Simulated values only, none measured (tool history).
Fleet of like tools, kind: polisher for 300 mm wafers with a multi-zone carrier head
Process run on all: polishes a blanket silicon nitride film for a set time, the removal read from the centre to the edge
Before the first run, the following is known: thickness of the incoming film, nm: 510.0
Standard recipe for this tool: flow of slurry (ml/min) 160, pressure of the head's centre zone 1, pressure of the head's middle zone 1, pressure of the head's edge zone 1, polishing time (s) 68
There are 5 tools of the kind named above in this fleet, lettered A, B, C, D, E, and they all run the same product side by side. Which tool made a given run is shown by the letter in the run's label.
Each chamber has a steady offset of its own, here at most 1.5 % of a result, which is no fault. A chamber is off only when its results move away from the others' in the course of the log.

| run | hour | flow of slurry (ml/min) | pressure of the head's centre zone | pressure of the head's middle zone | pressure of the head's edge zone | polishing time (s) | film removed at the wafer's centre (Å) | film removed at mid-radius (Å) | film removed at the wafer's edge (Å) |
|---|---|---|---|---|---|---|---|---|---|
|  | 0.8 | chamber C: worn pad replaced by a new one |
| 1A | 5.1 | 160 | 1 | 1 | 1 | 68 | 967.55 | 982.21 | 996.21 |
| 2B | 8.1 | 160 | 1 | 1 | 1 | 68 | 973.74 | 973.4 | 963.63 |
| 3C | 11.4 | 160 | 1 | 1 | 1 | 68 | 978.61 | 958.13 | 943.78 |
|  | 11.6 | chamber B: edge zone pressure recalibrated |
| 4E | 14.4 | 160 | 1 | 1 | 1 | 68 | 967.6 | 969.85 | 958.6 |
|  | 15.4 | chamber E: worn pad replaced by a new one |
|  | 15.9 | chamber B: worn pad replaced by a new one |
| 5D | 18.9 | 160 | 1 | 1 | 1 | 68 | 975.37 | 980.14 | 968.86 |
|  | 21 | chamber D: worn pad replaced by a new one |
| 6C | 23.4 | 160 | 1 | 1 | 1 | 68 | 977.64 | 952.64 | 966.77 |
| 7E | 27.5 | 160 | 1 | 1 | 1 | 68 | 963.49 | 965.77 | 972.92 |
| 8D | 30.5 | 160 | 1 | 1 | 1 | 68 | 976.76 | 977.34 | 978.72 |
| 9B | 36.6 | 160 | 1 | 1 | 1 | 68 | 981.96 | 988.26 | 956.49 |
|  | 39.4 | chamber C: worn pad replaced by a new one |
| 10A | 41.2 | 160 | 1 | 1 | 1 | 68 | 968.45 | 978.66 | 972.22 |
| 11D | 47.6 | 160 | 1 | 1 | 1 | 68 | 964.54 | 976.17 | 978.62 |
|  | 49.7 | chamber A: worn pad replaced by a new one |
| 12E | 54 | 160 | 1 | 1 | 1 | 68 | 973.95 | 969.08 | 960.52 |
| 13B | 57.5 | 160 | 1 | 1 | 1 | 68 | 961.94 | 990.58 | 968.02 |
|  | 60.4 | chamber E: worn pad replaced by a new one |
| 14A | 62.7 | 160 | 1 | 1 | 1 | 68 | 976.89 | 982.61 | 985.7 |
| 15C | 65.8 | 160 | 0.96 | 1 | 1 | 68 | 935.72 | 968.27 | 986.07 |
|  | 71.7 | chamber B: worn pad replaced by a new one |
| 16E | 71.8 | 160 | 0.96 | 1 | 1 | 68 | 911.65 | 974.1 | 973.84 |
|  | 74.2 | chamber D: worn pad replaced by a new one |
|  | 74.4 | chamber C: worn pad replaced by a new one |
| 17C | 78 | 160 | 0.96 | 1 | 1 | 68 | 934.8 | 964.59 | 957.4 |
| 18B | 81.8 | 160 | 0.96 | 1 | 1 | 68 | 930.15 | 987.93 | 975.35 |
| 19D | 85.9 | 160 | 0.96 | 1 | 1 | 68 | 928.73 | 956.35 | 989.7 |
| 20A | 89.9 | 160 | 1 | 1 | 1 | 68 | 972.08 | 985.11 | 971.94 |
| 21E | 96.5 | 160 | 1 | 1 | 1 | 68 | 972.72 | 975.64 | 970.64 |
| 22C | 100.3 | 160 | 1 | 1 | 1 | 68 | 955.1 | 974.79 | 968.51 |
| 23B | 103.6 | 160 | 1 | 1 | 1 | 68 | 962.47 | 976.29 | 950.4 |
| 24D | 109.3 | 160 | 1 | 1 | 1 | 68 | 960.32 | 968.43 | 948.24 |
| 25A | 112.8 | 160 | 1 | 1 | 1 | 68 | 975.8 | 962.39 | 973.38 |
|  | 114.7 | chamber E: worn pad replaced by a new one |
|  | 114.9 | chamber C: worn pad replaced by a new one |
| 26A | 119.2 | 160 | 1 | 1 | 1 | 68 | 957.08 | 980.35 | 971.65 |
| 27B | 123.5 | 160 | 1 | 1 | 1 | 68 | 969.18 | 975.56 | 983.96 |
|  | 124.6 | chamber B: worn pad replaced by a new one |
| 28E | 130.3 | 160 | 0.91 | 1 | 1 | 85 | 1087 | 1207.9 | 1195.8 |
| 29C | 134.1 | 160 | 0.91 | 1 | 1 | 85 | 1117.9 | 1211.3 | 1215.7 |
| 30D | 138.5 | 160 | 0.91 | 1 | 1 | 85 | 1114.9 | 1211.7 | 1212.2 |
| 31A | 141.5 | 160 | 0.91 | 1 | 1 | 85 | 1095.6 | 1234.6 | 1240 |
|  | 141.9 | chamber D: worn pad replaced by a new one |
|  | 144.4 | chamber A: worn pad replaced by a new one |
|  | 144.8 | chamber D: edge zone pressure recalibrated |
| 32C | 146 | 160 | 0.91 | 1 | 1 | 85 | 1108.5 | 1210.2 | 1221.7 |
| 33E | 152.7 | 110 | 1 | 1 | 1 | 68 | 879.51 | 905.4 | 896.81 |
| 34D | 158.3 | 110 | 1 | 1 | 1 | 68 | 884.59 | 909.71 | 922.35 |
|  | 159.2 | chamber C: worn pad replaced by a new one |
| 35B | 162.7 | 110 | 1 | 1 | 1 | 68 | 900.54 | 900.8 | 908.08 |
|  | 166.7 | chamber E: worn pad replaced by a new one |
| 36E | 168.3 | 110 | 1 | 1 | 1 | 68 | 873.68 | 884.9 | 914.62 |
|  | 169.2 | chamber B: worn pad replaced by a new one |
| 37A | 171.2 | 110 | 1 | 1 | 1 | 68 | 879.38 | 920.72 | 904.68 |
| 38B | 176.4 | 160 | 1 | 1 | 1 | 68 | 976.74 | 974.86 | 962.6 |
| 39C | 180.3 | 160 | 1 | 1 | 1 | 68 | 975.34 | 954.77 | 973.59 |

For the next run the whole fleet of 5 chambers uses the same settings. Give each chamber's results:
| 40A | 185.2 | 160 | 1 | 1 | 1.09 | 68 | ? | ? | ? |
| 40B | 185.2 | 160 | 1 | 1 | 1.09 | 68 | ? | ? | ? |
| 40C | 185.2 | 160 | 1 | 1 | 1.09 | 68 | ? | ? | ? |
| 40D | 185.2 | 160 | 1 | 1 | 1.09 | 68 | ? | ? | ? |
| 40E | 185.2 | 160 | 1 | 1 | 1.09 | 68 | ? | ? | ? |

| run | film removed at the wafer's centre (Å) | film removed at mid-radius (Å) | film removed at the wafer's edge (Å) |
|---|---|---|---|
| 40A | 960.68 | 980.22 | 1026.1 |
| 40B | 966.73 | 972.96 | 1011.4 |
| 40C | 969.1 | 969.49 | 1002.3 |
| 40D | 959.62 | 964.77 | 1020.2 |
| 40E | 969.83 | 962.7 | 993.05 |

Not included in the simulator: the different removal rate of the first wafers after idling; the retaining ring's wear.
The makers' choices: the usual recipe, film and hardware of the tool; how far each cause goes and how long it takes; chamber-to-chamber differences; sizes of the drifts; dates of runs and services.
